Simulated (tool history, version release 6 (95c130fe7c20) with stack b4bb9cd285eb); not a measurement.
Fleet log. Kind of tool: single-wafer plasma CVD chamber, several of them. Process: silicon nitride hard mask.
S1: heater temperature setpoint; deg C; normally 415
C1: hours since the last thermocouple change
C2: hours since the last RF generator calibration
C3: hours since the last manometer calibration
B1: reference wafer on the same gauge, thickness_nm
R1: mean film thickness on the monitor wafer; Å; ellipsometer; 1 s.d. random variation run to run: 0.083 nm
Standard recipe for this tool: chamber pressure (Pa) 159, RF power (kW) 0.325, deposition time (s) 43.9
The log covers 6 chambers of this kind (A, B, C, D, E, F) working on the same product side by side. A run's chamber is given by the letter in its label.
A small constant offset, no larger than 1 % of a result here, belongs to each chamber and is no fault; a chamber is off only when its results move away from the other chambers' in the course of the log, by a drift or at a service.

run 1D hour=6.9 | S1=415 chamber_pressure_(Pa)=159 RF_power_(kW)=0.325 deposition_time_(s)=43.9 | C1=1276 C2=492.8 C3=1756.2 | B1=55.967 | R1=483.8
run 2F hour=17.5 | S1=415 chamber_pressure_(Pa)=159 RF_power_(kW)=0.325 deposition_time_(s)=43.9 | C1=216.5 C2=762.2 C3=778.2 | B1=55.961 | R1=487.13
run 3A hour=32.8 | S1=415 chamber_pressure_(Pa)=159 RF_power_(kW)=0.325 deposition_time_(s)=43.9 | C1=259.5 C2=75.9 C3=1498.3 | B1=55.974 | R1=482.37
run 4E hour=40 | S1=415 chamber_pressure_(Pa)=159 RF_power_(kW)=0.325 deposition_time_(s)=43.9 | C1=101.7 C2=825.5 C3=1529.3 | B1=55.958 | R1=484.18
run 5C hour=47.6 | S1=429 chamber_pressure_(Pa)=159 RF_power_(kW)=0.38 deposition_time_(s)=43.9 | C1=475.9 C2=570.9 C3=1684 | B1=55.957 | R1=531.97
run 6B hour=60.4 | S1=429 chamber_pressure_(Pa)=159 RF_power_(kW)=0.38 deposition_time_(s)=43.9 | C1=770.4 C2=958.7 C3=729 | B1=55.933 | R1=533.05
run 7A hour=72.1 | S1=429 chamber_pressure_(Pa)=159 RF_power_(kW)=0.38 deposition_time_(s)=43.9 | C1=298.8 C2=115.2 C3=1537.6 | B1=55.921 | R1=528.8
run 8B hour=83.6 | S1=429 chamber_pressure_(Pa)=159 RF_power_(kW)=0.38 deposition_time_(s)=43.9 | C1=793.6 C2=981.9 C3=752.2 | B1=55.923 | R1=531.04
run 9C hour=98.5 | S1=429 chamber_pressure_(Pa)=159 RF_power_(kW)=0.38 deposition_time_(s)=43.9 | C1=526.8 C2=621.8 C3=1734.9 | B1=55.938 | R1=530.94
run 10D hour=111 | S1=429 chamber_pressure_(Pa)=159 RF_power_(kW)=0.38 deposition_time_(s)=43.9 | C1=1380.1 C2=596.9 C3=1860.3 | B1=55.905 | R1=529.71
run 11E hour=124.5 | S1=415 chamber_pressure_(Pa)=159 RF_power_(kW)=0.325 deposition_time_(s)=43.9 | C1=186.2 C2=910 C3=1613.8 | B1=55.886 | R1=483.56
-- hour=132.2 chamber B: thermocouple changed; heater temperature recalibrated
run 12F hour=135.4 | S1=415 chamber_pressure_(Pa)=159 RF_power_(kW)=0.325 deposition_time_(s)=43.9 | C1=334.4 C2=880.1 C3=896.1 | B1=55.86 | R1=484.87
run 13C hour=144.7 | S1=415 chamber_pressure_(Pa)=159 RF_power_(kW)=0.325 deposition_time_(s)=43.9 | C1=573 C2=668 C3=1781.1 | B1=55.857 | R1=481.51
run 14B hour=158.9 | S1=415 chamber_pressure_(Pa)=159 RF_power_(kW)=0.325 deposition_time_(s)=43.9 | C1=26.8 C2=1057.2 C3=827.5 | B1=55.847 | R1=485.07
run 15F hour=174 | S1=415 chamber_pressure_(Pa)=159 RF_power_(kW)=0.325 deposition_time_(s)=43.9 | C1=373 C2=918.7 C3=934.7 | B1=55.832 | R1=485.06
-- hour=176.2 chamber E: capacitance manometer re-zeroed and calibrated
run 16E hour=181.3 | S1=415 chamber_pressure_(Pa)=159 RF_power_(kW)=0.325 deposition_time_(s)=43.9 | C1=243 C2=966.8 C3=5.1 | B1=55.828 | R1=481.13
run 17D hour=189.8 | S1=415 chamber_pressure_(Pa)=175 RF_power_(kW)=0.325 deposition_time_(s)=43.9 | C1=1458.9 C2=675.7 C3=1939.1 | B1=55.843 | R1=495.11
run 18A hour=203.9 | S1=415 chamber_pressure_(Pa)=175 RF_power_(kW)=0.325 deposition_time_(s)=43.9 | C1=430.6 C2=247 C3=1669.4 | B1=55.822 | R1=495.86
run 19E hour=215 | S1=415 chamber_pressure_(Pa)=175 RF_power_(kW)=0.325 deposition_time_(s)=43.9 | C1=276.7 C2=1000.5 C3=38.8 | B1=55.824 | R1=497.4
run 20F hour=230.2 | S1=415 chamber_pressure_(Pa)=175 RF_power_(kW)=0.325 deposition_time_(s)=43.9 | C1=429.2 C2=974.9 C3=990.9 | B1=55.783 | R1=499.48
run 21C hour=239.2 | S1=415 chamber_pressure_(Pa)=175 RF_power_(kW)=0.325 deposition_time_(s)=43.9 | C1=667.5 C2=762.5 C3=1875.6 | B1=55.776 | R1=496.63
run 22D hour=249.7 | S1=415 chamber_pressure_(Pa)=175 RF_power_(kW)=0.325 deposition_time_(s)=43.9 | C1=1518.8 C2=735.6 C3=1999 | B1=55.738 | R1=495.48
run 23A hour=259.7 | S1=415 chamber_pressure_(Pa)=159 RF_power_(kW)=0.325 deposition_time_(s)=43.9 | C1=486.4 C2=302.8 C3=1725.2 | B1=55.744 | R1=479.71
run 24B hour=273.7 | S1=415 chamber_pressure_(Pa)=159 RF_power_(kW)=0.325 deposition_time_(s)=43.9 | C1=141.6 C2=1172 C3=942.3 | B1=55.728 | R1=483.22
run 25E hour=286.4 | S1=415 chamber_pressure_(Pa)=159 RF_power_(kW)=0.325 deposition_time_(s)=43.9 | C1=348.1 C2=1071.9 C3=110.2 | B1=55.717 | R1=482.17
run 26D hour=293.2 | S1=415 chamber_pressure_(Pa)=159 RF_power_(kW)=0.325 deposition_time_(s)=43.9 | C1=1562.3 C2=779.1 C3=2042.5 | B1=55.711 | R1=480.72
run 27F hour=302.2 | S1=415 chamber_pressure_(Pa)=159 RF_power_(kW)=0.325 deposition_time_(s)=43.9 | C1=501.2 C2=1046.9 C3=1062.9 | B1=55.72 | R1=484
-- hour=309.4 chamber C: RF generator calibrated
-- hour=310.6 chamber E: RF generator calibrated
run 28A hour=312.2 | S1=428 chamber_pressure_(Pa)=159 RF_power_(kW)=0.325 deposition_time_(s)=40.2 | C1=538.9 C2=355.3 C3=1777.7 | B1=55.714 | R1=435.98
run 29B hour=320.2 | S1=428 chamber_pressure_(Pa)=159 RF_power_(kW)=0.325 deposition_time_(s)=40.2 | C1=188.1 C2=1218.5 C3=988.8 | B1=55.698 | R1=440.68
run 30C hour=330.5 | S1=428 chamber_pressure_(Pa)=159 RF_power_(kW)=0.325 deposition_time_(s)=40.2 | C1=758.8 C2=21.2 C3=1966.9 | B1=55.666 | R1=437.28
run 31B hour=337.7 | S1=428 chamber_pressure_(Pa)=159 RF_power_(kW)=0.325 deposition_time_(s)=40.2 | C1=205.6 C2=1236 C3=1006.3 | B1=55.682 | R1=440.13
run 32A hour=352 | S1=428 chamber_pressure_(Pa)=159 RF_power_(kW)=0.325 deposition_time_(s)=40.2 | C1=578.7 C2=395.1 C3=1817.5 | B1=55.637 | R1=434.52
run 33D hour=361.5 | S1=428 chamber_pressure_(Pa)=159 RF_power_(kW)=0.325 deposition_time_(s)=40.2 | C1=1630.6 C2=847.4 C3=2110.8 | B1=55.656 | R1=436.99
run 34F hour=369.1 | S1=415 chamber_pressure_(Pa)=159 RF_power_(kW)=0.325 deposition_time_(s)=43.9 | C1=568.1 C2=1113.8 C3=1129.8 | B1=55.653 | R1=483.24
run 35C hour=384.3 | S1=415 chamber_pressure_(Pa)=159 RF_power_(kW)=0.325 deposition_time_(s)=43.9 | C1=812.6 C2=75 C3=2020.7 | B1=55.651 | R1=481.57
run 36E hour=391.4 | S1=415 chamber_pressure_(Pa)=159 RF_power_(kW)=0.325 deposition_time_(s)=43.9 | C1=453.1 C2=80.8 C3=215.2 | B1=55.642 | R1=480.57
run 37B hour=402.8 | S1=415 chamber_pressure_(Pa)=159 RF_power_(kW)=0.325 deposition_time_(s)=43.9 | C1=270.7 C2=1301.1 C3=1071.4 | B1=55.617 | R1=482.22

All 6 chambers run these settings next. Forecast each chamber's results:
run 38A hour=413.8 | S1=415 chamber_pressure_(Pa)=159 RF_power_(kW)=0.325 deposition_time_(s)=43.9 | R1=?
run 38B hour=413.8 | S1=415 chamber_pressure_(Pa)=159 RF_power_(kW)=0.325 deposition_time_(s)=43.9 | R1=?
run 38C hour=413.8 | S1=415 chamber_pressure_(Pa)=159 RF_power_(kW)=0.325 deposition_time_(s)=43.9 | R1=?
run 38D hour=413.8 | S1=415 chamber_pressure_(Pa)=159 RF_power_(kW)=0.325 deposition_time_(s)=43.9 | R1=?
run 38E hour=413.8 | S1=415 chamber_pressure_(Pa)=159 RF_power_(kW)=0.325 deposition_time_(s)=43.9 | R1=?
run 38F hour=413.8 | S1=415 chamber_pressure_(Pa)=159 RF_power_(kW)=0.325 deposition_time_(s)=43.9 | R1=?

run=38A R1=478.73
run=38B R1=482.1
run=38C R1=481.34
run=38D R1=479.87
run=38E R1=480.8
run=38F R1=483.93
